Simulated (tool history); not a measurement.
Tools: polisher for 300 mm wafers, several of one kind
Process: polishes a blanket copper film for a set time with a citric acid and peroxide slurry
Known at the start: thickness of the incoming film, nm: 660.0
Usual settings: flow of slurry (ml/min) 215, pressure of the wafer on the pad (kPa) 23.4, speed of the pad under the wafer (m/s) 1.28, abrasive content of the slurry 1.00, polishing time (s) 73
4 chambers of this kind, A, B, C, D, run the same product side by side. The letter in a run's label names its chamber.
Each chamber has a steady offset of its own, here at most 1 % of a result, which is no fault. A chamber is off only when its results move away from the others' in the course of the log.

run	hour	flow of slurry (ml/min)	pressure of the wafer on the pad (kPa)	speed of the pad under the wafer (m/s)	abrasive content of the slurry	polishing time (s)	film removed (nm)
# hour 11.4: chamber C: slurry nozzle cleaned
1A	13.6	215	23.4	1.28	1.00	73	200.91
2B	21.0	215	23.4	1.28	1.00	73	205.61
# hour 23.5: chamber A: worn pad replaced by a new one
3D	32.6	215	23.4	1.28	1.00	73	202.78
4C	44.3	215	23.4	1.28	1.00	73	201.53
5A	57.6	215	23.4	1.28	1.00	73	203.95
# hour 60.1: chamber C: head pressure recalibrated
# hour 62.6: chamber C: worn pad replaced by a new one
6D	73.7	165	23.4	1.62	1.00	73	247.15
# hour 80.9: chamber D: worn pad replaced by a new one
# hour 82.1: chamber B: worn pad replaced by a new one
# hour 84.6: chamber D: slurry blender recalibrated
7B	86.3	165	23.4	1.62	1.00	73	247.38
# hour 93.4: chamber B: slurry blender recalibrated
# hour 97.2: chamber A: slurry blender recalibrated
8C	100.6	165	23.4	1.62	1.00	73	245.10
# hour 102.1: chamber D: slurry nozzle cleaned
9A	108.5	165	23.4	1.62	1.00	73	246.96
10B	120.5	215	23.4	1.28	1.00	73	200.99
11C	128.5	215	23.4	1.28	1.00	73	200.90
12D	142.3	215	23.4	1.28	1.00	73	203.88
13B	151.0	215	23.4	1.28	1.00	73	206.54
14A	163.4	215	23.4	1.28	1.00	73	203.07
# hour 165.6: chamber A: worn pad replaced by a new one
15D	173.3	215	23.4	1.28	1.00	73	200.78
16C	183.6	215	23.4	1.28	1.00	73	204.14
# hour 193.2: chamber D: worn pad replaced by a new one
17B	195.9	215	23.4	1.28	1.00	73	202.94
# hour 199.5: chamber D: head pressure recalibrated
# hour 208.3: chamber B: worn pad replaced by a new one
18A	209.3	215	23.4	1.28	0.70	73	187.80
# hour 212.6: chamber C: slurry blender recalibrated
# hour 222.2: chamber C: worn pad replaced by a new one
19C	223.8	215	23.4	1.28	0.70	73	191.47
20D	231.0	215	23.4	1.28	0.70	73	209.47
# hour 232.8: chamber A: slurry blender recalibrated
21B	245.5	215	23.4	1.28	0.70	73	190.81
# hour 248.9: chamber D: slurry blender recalibrated
22C	259.5	190	23.4	1.28	0.75	73	190.24
23D	275.6	190	23.4	1.28	0.75	73	207.51
# hour 286.9: chamber B: slurry blender recalibrated
24A	289.1	190	23.4	1.28	0.75	73	189.79
# hour 300.3: chamber D: worn pad replaced by a new one
25D	302.8	190	23.4	1.28	0.75	73	211.62
# hour 312.9: chamber A: worn pad replaced by a new one
26A	319.3	215	23.4	1.08	1.00	73	173.11
# hour 331.7: chamber B: worn pad replaced by a new one
27C	333.4	215	23.4	1.08	1.00	73	171.12
# hour 335.0: chamber B: slurry nozzle cleaned
28B	342.7	215	23.4	1.08	1.00	73	174.82
# hour 349.8: chamber C: head pressure recalibrated
29B	352.6	215	23.4	1.08	1.00	73	174.13
# hour 353.6: chamber C: slurry nozzle cleaned
30C	364.0	215	23.4	1.28	1.00	73	205.27
31A	371.3	215	23.4	1.28	1.00	73	205.00
# hour 375.2: chamber A: slurry blender recalibrated
32D	382.5	215	23.4	1.28	1.00	73	225.81
# hour 398.3: chamber C: worn pad replaced by a new one
33A	399.2	215	23.4	1.28	1.00	73	202.63
# hour 410.1: chamber D: slurry blender recalibrated
34B	413.4	215	23.4	1.28	1.00	73	207.17
35D	426.3	215	23.4	1.28	1.00	73	223.93
# hour 437.7: chamber D: worn pad replaced by a new one
36C	441.6	215	23.4	1.28	1.00	73	201.83
# hour 445.7: chamber C: slurry blender recalibrated
37C	456.0	215	23.4	1.28	1.00	73	202.63
# hour 465.9: chamber B: worn pad replaced by a new one
38D	471.1	215	23.4	1.28	1.00	73	226.74
39B	482.4	215	23.4	1.28	1.00	73	204.74

All 4 chambers run these settings next. Forecast each chamber's results:
40A	494.3	215	23.4	1.28	1.00	73	?
40B	494.3	215	23.4	1.28	1.00	73	?
40C	494.3	215	23.4	1.28	1.00	73	?
40D	494.3	215	23.4	1.28	1.00	73	?

run	film removed (nm)
40A	204.66
40B	206.07
40C	199.90
40D	225.09
